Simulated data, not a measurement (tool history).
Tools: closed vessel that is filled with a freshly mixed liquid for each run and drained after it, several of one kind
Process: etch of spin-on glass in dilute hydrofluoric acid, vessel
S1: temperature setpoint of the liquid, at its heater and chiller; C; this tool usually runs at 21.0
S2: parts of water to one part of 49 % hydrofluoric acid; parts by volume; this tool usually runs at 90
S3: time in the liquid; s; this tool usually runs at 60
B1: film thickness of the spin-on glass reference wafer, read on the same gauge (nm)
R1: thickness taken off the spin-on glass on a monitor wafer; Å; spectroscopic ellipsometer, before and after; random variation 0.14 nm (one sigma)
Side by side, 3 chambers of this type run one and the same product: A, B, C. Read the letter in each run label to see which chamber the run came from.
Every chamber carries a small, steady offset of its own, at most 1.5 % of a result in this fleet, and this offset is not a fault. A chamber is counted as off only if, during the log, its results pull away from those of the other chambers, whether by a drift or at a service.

run    day    S1  S2  S3      B1      R1
 1A  0.271  21.0  90  60  119.99  147.92
 2C  0.583  21.0  90  60  120.02  151.80
 3B  0.875  21.0  90  60  120.00  151.48
 4C  1.021  21.0  90  60  119.99  150.83
     1.050  -- chamber A: hydrofluoric acid flow meter replaced
 5B  1.196  21.0  90  60  120.01  148.63
 6A  1.346  21.0  90  60  120.00  148.43
 7B  1.588  21.0  90  60  119.98  148.29
 8A  1.838  21.0  90  60  120.00  149.61
 9C  2.050  21.0  90  60  120.01  151.26
10A  2.338  21.0  90  60  120.01  147.52
11B  2.583  21.0  90  60  119.98  148.16
12C  2.821  21.0  90  60  120.00  153.47
13A  3.050  21.0  90  60  119.99  150.80
14C  3.288  21.0  90  60  120.02  149.54
15B  3.458  21.0  90  60  120.02  152.20
16C  3.596  21.0  90  60  119.99  149.61
17B  3.750  21.0  90  60  120.01  150.19
18A  3.900  23.0  90  90  119.99  242.69
19C  4.196  23.0  90  90  119.98  246.05
20A  4.329  23.0  90  90  120.00  241.05
21B  4.496  21.0  90  60  119.99  151.92
22B  4.808  21.0  90  60  120.01  154.24
23C  5.012  21.0  90  60  120.00  149.80
24A  5.154  21.0  90  60  120.01  148.85
25A  5.362  21.0  90  60  120.01  147.08
26C  5.608  24.0  60  60  120.01  261.35
27B  5.892  24.0  60  60  119.98  274.65
28A  6.129  24.0  60  60  120.02  260.74
29C  6.342  21.0  90  60  119.97  149.94
30B  6.479  21.0  90  60  120.00  156.94
31B  6.788  21.0  90  80  119.99  209.61
32C  6.962  21.0  90  80  120.00  199.99
33A  7.154  21.0  90  80  119.98  199.61
34B  7.342  21.0  90  60  120.00  156.72
35A  7.592  21.0  90  60  119.99  149.61
36C  7.850  21.0  90  60  120.03  150.29
37C  8.067  23.5  90  60  120.02  166.85
38B  8.321  23.5  90  60  120.00  180.23
39A  8.596  23.5  90  60  120.00  165.41
40A  8.829  21.0  90  60  119.99  149.95
41C  9.046  21.0  90  60  120.02  152.44
42B  9.188  21.0  90  60  120.03  160.40
43A  9.404  21.0  90  60  119.97  148.58
44C  9.708  21.0  90  60  119.99  151.61

Predict what each chamber gives when all 3 of them run the settings below next.
45A  9.933  21.0  90  70       ?
45B  9.933  21.0  90  70       ?
45C  9.933  21.0  90  70       ?

run      R1
45A  174.05
45B  185.60
45C  174.12

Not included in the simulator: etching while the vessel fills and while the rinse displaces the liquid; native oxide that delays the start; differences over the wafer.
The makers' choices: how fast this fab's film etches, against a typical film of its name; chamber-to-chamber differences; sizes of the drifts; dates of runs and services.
